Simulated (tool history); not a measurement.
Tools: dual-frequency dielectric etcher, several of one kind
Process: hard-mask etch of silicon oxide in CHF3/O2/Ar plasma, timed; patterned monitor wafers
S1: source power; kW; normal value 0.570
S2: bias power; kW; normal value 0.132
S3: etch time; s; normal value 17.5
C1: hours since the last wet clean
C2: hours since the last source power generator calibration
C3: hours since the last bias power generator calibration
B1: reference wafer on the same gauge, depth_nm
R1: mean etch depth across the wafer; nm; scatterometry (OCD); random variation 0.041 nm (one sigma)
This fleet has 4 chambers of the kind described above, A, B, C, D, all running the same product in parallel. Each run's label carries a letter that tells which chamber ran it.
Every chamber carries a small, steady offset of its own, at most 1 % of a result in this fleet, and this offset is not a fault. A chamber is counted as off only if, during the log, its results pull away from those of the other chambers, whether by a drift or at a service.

{"run": "1B", "day": 0.254, "S1": 0.57, "S2": 0.132, "S3": 17.5, "C1": 100.1, "C2": 2871.6, "C3": 3328.2, "B1": 33.985, "R1": 30.459}
{"run": "2D", "day": 0.479, "S1": 0.57, "S2": 0.132, "S3": 17.5, "C1": 52.3, "C2": 764.3, "C3": 450.3, "B1": 33.984, "R1": 30.716}
{"run": "3C", "day": 0.783, "S1": 0.57, "S2": 0.132, "S3": 17.5, "C1": 197.2, "C2": 1928.8, "C3": 2990.0, "B1": 33.972, "R1": 30.649}
{"run": "4A", "day": 0.988, "S1": 0.57, "S2": 0.132, "S3": 17.5, "C1": 562.8, "C2": 4368.0, "C3": 3966.0, "B1": 33.976, "R1": 30.551}
{"run": "5D", "day": 1.204, "S1": 0.57, "S2": 0.143, "S3": 17.5, "C1": 69.7, "C2": 781.7, "C3": 467.7, "B1": 33.96, "R1": 31.605}
{"run": "6C", "day": 1.4, "S1": 0.57, "S2": 0.143, "S3": 17.5, "C1": 212.0, "C2": 1943.6, "C3": 3004.8, "B1": 33.978, "R1": 31.393}
{"day": 1.567, "done": "chamber A: wet clean of the chamber"}
{"run": "7A", "day": 1.662, "S1": 0.57, "S2": 0.143, "S3": 17.5, "C1": 2.4, "C2": 4384.2, "C3": 3982.2, "B1": 33.952, "R1": 31.333}
{"run": "8B", "day": 1.942, "S1": 0.57, "S2": 0.143, "S3": 17.5, "C1": 140.6, "C2": 2912.1, "C3": 3368.7, "B1": 33.944, "R1": 31.236}
{"run": "9A", "day": 2.212, "S1": 0.57, "S2": 0.132, "S3": 17.5, "C1": 15.6, "C2": 4397.4, "C3": 3995.4, "B1": 33.955, "R1": 30.536}
{"run": "10B", "day": 2.492, "S1": 0.57, "S2": 0.132, "S3": 17.5, "C1": 153.8, "C2": 2925.3, "C3": 3381.9, "B1": 33.943, "R1": 30.445}
{"run": "11D", "day": 2.696, "S1": 0.57, "S2": 0.132, "S3": 17.5, "C1": 105.5, "C2": 817.5, "C3": 503.5, "B1": 33.944, "R1": 30.708}
{"run": "12C", "day": 2.992, "S1": 0.57, "S2": 0.132, "S3": 17.5, "C1": 250.2, "C2": 1981.8, "C3": 3043.0, "B1": 33.933, "R1": 30.533}
{"run": "13B", "day": 3.158, "S1": 0.57, "S2": 0.132, "S3": 17.5, "C1": 169.8, "C2": 2941.3, "C3": 3397.9, "B1": 33.914, "R1": 30.344}
{"run": "14D", "day": 3.471, "S1": 0.57, "S2": 0.132, "S3": 17.5, "C1": 124.1, "C2": 836.1, "C3": 522.1, "B1": 33.924, "R1": 30.637}
{"day": 3.558, "done": "chamber A: bias power generator calibrated"}
{"run": "15A", "day": 3.638, "S1": 0.57, "S2": 0.132, "S3": 17.5, "C1": 49.8, "C2": 4431.6, "C3": 1.9, "B1": 33.921, "R1": 30.475}
{"run": "16C", "day": 3.8, "S1": 0.57, "S2": 0.132, "S3": 17.5, "C1": 269.6, "C2": 2001.2, "C3": 3062.4, "B1": 33.913, "R1": 30.569}
{"run": "17A", "day": 3.938, "S1": 0.57, "S2": 0.132, "S3": 17.5, "C1": 57.0, "C2": 4438.8, "C3": 9.1, "B1": 33.913, "R1": 30.494}
{"run": "18B", "day": 4.175, "S1": 0.66, "S2": 0.132, "S3": 21.0, "C1": 194.2, "C2": 2965.7, "C3": 3422.3, "B1": 33.901, "R1": 38.556}
{"run": "19D", "day": 4.462, "S1": 0.66, "S2": 0.132, "S3": 21.0, "C1": 147.9, "C2": 859.9, "C3": 545.9, "B1": 33.9, "R1": 38.988}
{"run": "20C", "day": 4.688, "S1": 0.66, "S2": 0.132, "S3": 21.0, "C1": 290.9, "C2": 2022.5, "C3": 3083.7, "B1": 33.888, "R1": 38.842}
{"run": "21C", "day": 4.917, "S1": 0.66, "S2": 0.132, "S3": 21.0, "C1": 296.4, "C2": 2028.0, "C3": 3089.2, "B1": 33.898, "R1": 38.837}
{"run": "22D", "day": 5.15, "S1": 0.57, "S2": 0.132, "S3": 17.5, "C1": 164.4, "C2": 876.4, "C3": 562.4, "B1": 33.88, "R1": 30.556}
{"run": "23B", "day": 5.392, "S1": 0.57, "S2": 0.132, "S3": 17.5, "C1": 223.4, "C2": 2994.9, "C3": 3451.5, "B1": 33.869, "R1": 30.377}
{"day": 5.688, "done": "chamber C: wet clean of the chamber"}
{"run": "24A", "day": 5.712, "S1": 0.57, "S2": 0.132, "S3": 17.5, "C1": 99.6, "C2": 4481.4, "C3": 51.7, "B1": 33.875, "R1": 30.357}
{"run": "25A", "day": 5.958, "S1": 0.57, "S2": 0.132, "S3": 17.5, "C1": 105.5, "C2": 4487.3, "C3": 57.6, "B1": 33.861, "R1": 30.446}
{"run": "26C", "day": 6.208, "S1": 0.57, "S2": 0.132, "S3": 17.5, "C1": 12.6, "C2": 2059.0, "C3": 3120.2, "B1": 33.857, "R1": 30.575}
{"run": "27B", "day": 6.517, "S1": 0.57, "S2": 0.132, "S3": 17.5, "C1": 250.4, "C2": 3021.9, "C3": 3478.5, "B1": 33.853, "R1": 30.322}
{"run": "28D", "day": 6.788, "S1": 0.57, "S2": 0.132, "S3": 17.5, "C1": 203.7, "C2": 915.7, "C3": 601.7, "B1": 33.857, "R1": 30.615}
{"run": "29B", "day": 7.038, "S1": 0.57, "S2": 0.132, "S3": 17.5, "C1": 262.9, "C2": 3034.4, "C3": 3491.0, "B1": 33.834, "R1": 30.316}
{"run": "30A", "day": 7.308, "S1": 0.57, "S2": 0.132, "S3": 17.5, "C1": 137.9, "C2": 4519.7, "C3": 90.0, "B1": 33.838, "R1": 30.399}
{"run": "31D", "day": 7.467, "S1": 0.57, "S2": 0.132, "S3": 17.5, "C1": 220.0, "C2": 932.0, "C3": 618.0, "B1": 33.822, "R1": 30.657}
{"run": "32C", "day": 7.717, "S1": 0.57, "S2": 0.132, "S3": 17.5, "C1": 48.8, "C2": 2095.2, "C3": 3156.4, "B1": 33.829, "R1": 30.46}
{"run": "33D", "day": 7.996, "S1": 0.57, "S2": 0.132, "S3": 17.5, "C1": 232.7, "C2": 944.7, "C3": 630.7, "B1": 33.813, "R1": 30.614}

For the next run the whole fleet of 4 chambers uses the same settings. Give each chamber's results:
{"run": "34A", "day": 8.225, "S1": 0.57, "S2": 0.132, "S3": 15.5, "R1": "?"}
{"run": "34B", "day": 8.225, "S1": 0.57, "S2": 0.132, "S3": 15.5, "R1": "?"}
{"run": "34C", "day": 8.225, "S1": 0.57, "S2": 0.132, "S3": 15.5, "R1": "?"}
{"run": "34D", "day": 8.225, "S1": 0.57, "S2": 0.132, "S3": 15.5, "R1": "?"}

run=34A R1=26.857
run=34B R1=26.812
run=34C R1=26.971
run=34D R1=27.114

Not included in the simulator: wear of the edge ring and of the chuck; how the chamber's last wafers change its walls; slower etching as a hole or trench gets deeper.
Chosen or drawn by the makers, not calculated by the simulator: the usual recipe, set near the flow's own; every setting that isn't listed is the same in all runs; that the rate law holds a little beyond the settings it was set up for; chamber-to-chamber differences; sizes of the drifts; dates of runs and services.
